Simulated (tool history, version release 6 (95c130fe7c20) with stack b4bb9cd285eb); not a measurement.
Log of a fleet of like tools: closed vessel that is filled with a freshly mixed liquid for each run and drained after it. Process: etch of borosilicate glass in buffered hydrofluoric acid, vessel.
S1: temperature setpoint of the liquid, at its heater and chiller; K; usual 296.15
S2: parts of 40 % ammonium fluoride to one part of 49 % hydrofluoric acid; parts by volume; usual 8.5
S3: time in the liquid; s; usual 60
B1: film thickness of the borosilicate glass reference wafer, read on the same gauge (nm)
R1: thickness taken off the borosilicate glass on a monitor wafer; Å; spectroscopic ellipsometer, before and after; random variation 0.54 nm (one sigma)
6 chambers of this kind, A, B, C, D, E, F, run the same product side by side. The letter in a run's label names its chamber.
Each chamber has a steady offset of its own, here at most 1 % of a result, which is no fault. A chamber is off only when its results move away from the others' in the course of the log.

run	hour	S1	S2	S3	B1	R1
1C	9.1	296.15	8.5	60	139.99	827.08
2F	21.5	296.15	8.5	60	139.99	786.84
3A	29.2	296.15	8.5	60	139.97	813.13
4B	38.4	296.15	8.5	60	140.02	806.18
5D	48.3	296.15	8.5	60	139.99	808.46
6E	57.4	296.15	8.5	60	140	807.39
7B	66.3	296.15	8.5	60	139.98	802.54
8F	78	296.15	8.5	60	140	797.81
9E	88.8	296.15	8.5	60	140.01	806.67
10A	94.7	293.15	8.5	60	139.99	694.79
11C	105.4	293.15	8.5	60	139.99	688.09
12D	115.4	293.15	8.5	60	140.02	676.14
13E	123.6	293.15	8.5	60	139.99	683.42
14C	133.7	293.15	8.5	60	139.99	697.99
15B	143.6	293.15	8.5	60	139.99	675.47
16A	152.4	296.15	8.5	60	139.98	801.15
17F	157.9	296.15	8.5	60	140	792.53
18D	164.2	296.15	8.5	60	139.98	808.82
19E	172.2	296.15	8.5	60	139.98	806.11
20C	181.9	296.15	8.5	60	140.02	818.11
21B	189.2	296.15	8.5	60	140	811.93
22A	199.9	296.15	8.5	60	140.02	821.31
23F	205.5	293.15	7.5	60	140.01	776.92
24D	215.6	293.15	7.5	60	139.99	778.71
25A	222.8	293.15	7.5	60	139.99	806.72
26B	231.5	293.15	7.5	60	139.96	782.99
27D	237.7	293.15	7.5	60	139.98	781.48
28E	245.5	293.15	7.5	60	139.99	784.28
29F	255.6	296.15	8.5	60	140	793.13
# hour 256.3: chamber D: hydrofluoric acid flow meter replaced
30C	263.9	296.15	8.5	60	140.02	815.93
31F	273.4	296.15	8.5	60	139.99	800.22
32B	283.9	296.15	8.5	60	140	794.33
33C	295.4	296.15	8.5	60	140.01	814.54
34E	302	296.15	8.5	60	140.02	806.03
35A	311.6	296.15	8.5	60	139.98	853.18
36D	317.4	296.15	8.5	60	139.98	800.2
37E	326.8	296.15	8.5	60	140.01	801.98
38B	339.2	292.15	8.5	60	139.97	640.86
39C	349.9	292.15	8.5	60	140.02	647.23
40F	358.3	292.15	8.5	60	139.98	636.89

Is one chamber off against the others, does the gauge drift, or is nothing wrong? If a chamber is off, say which, and what the likeliest cause is.

Chamber A drifts away from the others.
Cause: hydrofluoric acid flow above the setpoint (%) = 6.74.
The log may not tell that from: liquid hotter than its thermometer reads (K).

Here are 4 candidates for chamber A's next run, each the usual settings with a change, their results left as question marks. Which one brings its results back in line with what the others give on the usual settings?
In line means no further than this from the other chambers' mean on the usual settings: R1 19 Å
41A-1	367.2	297.65	8.5	60		?
41A-2	367.2	295.65	8.5	60		?
41A-3	367.2	294.65	8.5	60		?
41A-4	367.2	296.65	8.5	60		?

The other chambers' mean on the usual settings: R1 803.74 Å
run	R1
41A-1	940.46
41A-2	844.6
41A-3	800.24
41A-4	891.62
41A-3 brings the chamber back in line.
